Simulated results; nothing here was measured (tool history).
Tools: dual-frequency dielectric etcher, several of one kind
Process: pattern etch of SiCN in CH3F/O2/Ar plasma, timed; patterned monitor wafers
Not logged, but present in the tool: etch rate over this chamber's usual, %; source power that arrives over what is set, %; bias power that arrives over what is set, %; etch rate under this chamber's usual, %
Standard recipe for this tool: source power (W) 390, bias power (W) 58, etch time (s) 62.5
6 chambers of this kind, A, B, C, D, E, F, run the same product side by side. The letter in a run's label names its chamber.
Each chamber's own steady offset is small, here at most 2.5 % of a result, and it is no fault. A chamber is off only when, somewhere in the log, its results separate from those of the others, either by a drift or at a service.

| run | hour | source power (W) | bias power (W) | etch time (s) | hours since the last wet clean | hours since the last source power generator calibration | hours since the last bias power generator calibration | read-back reference wafer on the same gauge, depth_nm | mean etch depth across the wafer (nm) |
|---|---|---|---|---|---|---|---|---|---|
| 1A | 4.6 | 390 | 58 | 62.5 | 209.8 | 2374.5 | 2949.2 | 17.497 | 21.290 |
| 2F | 11.1 | 390 | 58 | 62.5 | 125.0 | 2022.3 | 2175.4 | 17.500 | 21.617 |
| 3B | 20.5 | 390 | 58 | 62.5 | 111.5 | 388.4 | 3689.7 | 17.507 | 21.378 |
| 4D | 26.9 | 390 | 58 | 62.5 | 411.3 | 4257.4 | 2045.7 | 17.489 | 21.597 |
| 5C | 36.4 | 390 | 58 | 62.5 | 482.8 | 2148.0 | 3388.7 | 17.473 | 21.951 |
| 6E | 44.3 | 390 | 58 | 62.5 | 443.3 | 3949.2 | 1571.3 | 17.517 | 21.500 |
| 7A | 49.1 | 390 | 58 | 62.5 | 254.3 | 2419.0 | 2993.7 | 17.483 | 21.790 |
| 8F | 55.6 | 390 | 58 | 62.5 | 169.5 | 2066.8 | 2219.9 | 17.517 | 21.473 |
| 9E | 63.5 | 390 | 58 | 62.5 | 462.5 | 3968.4 | 1590.5 | 17.525 | 21.445 |
| 10D | 70.6 | 390 | 58 | 62.5 | 455.0 | 4301.1 | 2089.4 | 17.478 | 21.711 |
| 11B | 79.3 | 390 | 58 | 62.5 | 170.3 | 447.2 | 3748.5 | 17.462 | 20.787 |
| 12C | 87.2 | 390 | 58 | 62.5 | 533.6 | 2198.8 | 3439.5 | 17.527 | 21.945 |
| 13C | 91.9 | 390 | 58 | 62.5 | 538.3 | 2203.5 | 3444.2 | 17.519 | 21.663 |
|  | 94.2 | chamber D: source power generator calibrated |
| 14F | 96.1 | 390 | 58 | 62.5 | 210.0 | 2107.3 | 2260.4 | 17.483 | 21.417 |
| 15E | 101.9 | 390 | 58 | 62.5 | 500.9 | 4006.8 | 1628.9 | 17.500 | 21.418 |
| 16A | 106.1 | 390 | 58 | 62.5 | 311.3 | 2476.0 | 3050.7 | 17.504 | 21.682 |
| 17B | 112.8 | 390 | 58 | 62.5 | 203.8 | 480.7 | 3782.0 | 17.505 | 21.334 |
|  | 113.4 | chamber E: source power generator calibrated |
| 18D | 122.2 | 390 | 58 | 62.5 | 506.6 | 28.0 | 2141.0 | 17.523 | 21.445 |
| 19D | 127.0 | 390 | 58 | 62.5 | 511.4 | 32.8 | 2145.8 | 17.471 | 21.746 |
| 20F | 132.2 | 390 | 58 | 62.5 | 246.1 | 2143.4 | 2296.5 | 17.531 | 21.732 |
| 21B | 139.7 | 390 | 58 | 62.5 | 230.7 | 507.6 | 3808.9 | 17.521 | 21.194 |
|  | 140.6 | chamber C: wet clean of the chamber |
| 22C | 147.4 | 390 | 58 | 62.5 | 6.9 | 2259.0 | 3499.7 | 17.525 | 21.768 |
|  | 149.8 | chamber E: wet clean of the chamber |
|  | 153.7 | chamber D: wet clean of the chamber |
| 23E | 154.4 | 390 | 45 | 62.5 | 4.7 | 41.0 | 1681.4 | 17.508 | 19.821 |
| 24A | 163.4 | 390 | 45 | 62.5 | 368.6 | 2533.3 | 3108.0 | 17.511 | 19.797 |
| 25A | 169.1 | 390 | 45 | 62.5 | 374.3 | 2539.0 | 3113.7 | 17.472 | 19.987 |
| 26F | 173.8 | 390 | 45 | 62.5 | 287.7 | 2185.0 | 2338.1 | 17.516 | 19.735 |
| 27B | 178.6 | 390 | 45 | 62.5 | 269.6 | 546.5 | 3847.8 | 17.503 | 19.469 |
| 28C | 185.3 | 390 | 45 | 62.5 | 44.8 | 2296.9 | 3537.6 | 17.504 | 20.001 |
| 29D | 192.4 | 390 | 58 | 62.5 | 38.8 | 98.2 | 2211.2 | 17.527 | 21.965 |
| 30E | 198.1 | 390 | 58 | 62.5 | 48.4 | 84.7 | 1725.1 | 17.490 | 21.677 |
| 31D | 205.8 | 480 | 58 | 62.5 | 52.2 | 111.6 | 2224.6 | 17.505 | 23.523 |
| 32C | 212.7 | 480 | 58 | 62.5 | 72.2 | 2324.3 | 3565.0 | 17.510 | 23.306 |
| 33E | 220.1 | 480 | 58 | 62.5 | 70.4 | 106.7 | 1747.1 | 17.508 | 23.349 |
| 34B | 227.6 | 480 | 58 | 62.5 | 318.6 | 595.5 | 3896.8 | 17.473 | 23.016 |
|  | 231.2 | chamber A: wet clean of the chamber |
| 35A | 233.2 | 480 | 58 | 62.5 | 2.0 | 2603.1 | 3177.8 | 17.504 | 23.153 |
| 36F | 241.6 | 480 | 58 | 62.5 | 355.5 | 2252.8 | 2405.9 | 17.508 | 23.219 |
| 37F | 250.9 | 390 | 58 | 62.5 | 364.8 | 2262.1 | 2415.2 | 17.515 | 21.408 |
| 38A | 260.3 | 390 | 52 | 46.5 | 29.1 | 2630.2 | 3204.9 | 17.519 | 15.448 |

Decide between three cases: one chamber stands off from its peers, the gauge reading all wafers drifts, or nothing is wrong past each chamber's small offset. Where a chamber is off, say which and what most likely put it there.

Nothing is wrong: each chamber keeps only its own small, steady offset and the gauge holds still.

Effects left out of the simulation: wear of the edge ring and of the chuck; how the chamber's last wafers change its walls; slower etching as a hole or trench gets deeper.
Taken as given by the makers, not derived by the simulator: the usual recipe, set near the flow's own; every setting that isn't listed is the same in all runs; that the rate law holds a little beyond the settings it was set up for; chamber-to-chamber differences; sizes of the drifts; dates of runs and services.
